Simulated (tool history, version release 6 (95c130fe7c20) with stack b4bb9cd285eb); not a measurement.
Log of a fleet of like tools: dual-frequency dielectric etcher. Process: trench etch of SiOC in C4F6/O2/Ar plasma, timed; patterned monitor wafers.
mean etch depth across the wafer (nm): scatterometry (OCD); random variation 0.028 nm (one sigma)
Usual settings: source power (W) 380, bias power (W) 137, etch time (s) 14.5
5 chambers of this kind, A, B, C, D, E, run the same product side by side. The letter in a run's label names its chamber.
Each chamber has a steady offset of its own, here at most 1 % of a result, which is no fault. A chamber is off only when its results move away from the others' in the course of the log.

run,day,source power (W),bias power (W),etch time (s),"read-back reference wafer on the same gauge, depth_nm",mean etch depth across the wafer (nm)
1D,0.196,380,137,14.5,29.706,26.922
2B,0.450,380,137,14.5,29.709,27.339
3C,0.621,380,137,14.5,29.707,27.282
4E,0.946,380,137,14.5,29.719,27.212
5A,1.283,380,137,14.5,29.728,27.053
6A,1.621,380,137,14.5,29.722,27.044
7C,1.867,380,137,14.5,29.731,27.281
8E,2.112,380,137,14.5,29.740,27.267
9B,2.346,380,114,12.0,29.740,21.455
10D,2.650,380,114,12.0,29.741,21.118
11C,2.908,380,114,12.0,29.747,21.388
12A,3.242,380,114,12.0,29.752,21.239
13B,3.558,380,114,12.0,29.756,21.478
14E,3.846,380,137,14.5,29.757,27.203
15D,4.096,380,137,14.5,29.770,26.951
16C,4.400,380,137,14.5,29.768,27.291
17E,4.671,380,137,14.5,29.774,27.265
18A,4.925,380,137,14.5,29.781,27.091
19B,5.079,380,137,14.5,29.777,27.421
20D,5.250,380,137,14.5,29.782,27.045
21D,5.412,380,137,14.5,29.794,27.028
22C,5.592,380,137,14.5,29.793,27.329
23A,5.825,380,137,14.5,29.805,27.144
# day 5.846: chamber A: bias power generator calibrated
24E,5.988,420,137,14.5,29.806,28.375
25B,6.188,420,137,14.5,29.796,28.500
26B,6.400,420,137,14.5,29.801,28.455
27E,6.579,420,137,14.5,29.810,28.361
28A,6.800,420,137,14.5,29.815,28.267
29C,6.979,380,137,14.5,29.824,27.332
30D,7.196,380,137,14.5,29.817,27.077
31E,7.471,380,137,14.5,29.818,27.349

All 5 chambers run these settings next. Forecast each chamber's results:
32A,7.717,380,137,14.5,,?
32B,7.717,380,137,14.5,,?
32C,7.717,380,137,14.5,,?
32D,7.717,380,137,14.5,,?
32E,7.717,380,137,14.5,,?

run,mean etch depth across the wafer (nm)
32A,27.153
32B,27.480
32C,27.333
32D,27.043
32E,27.290
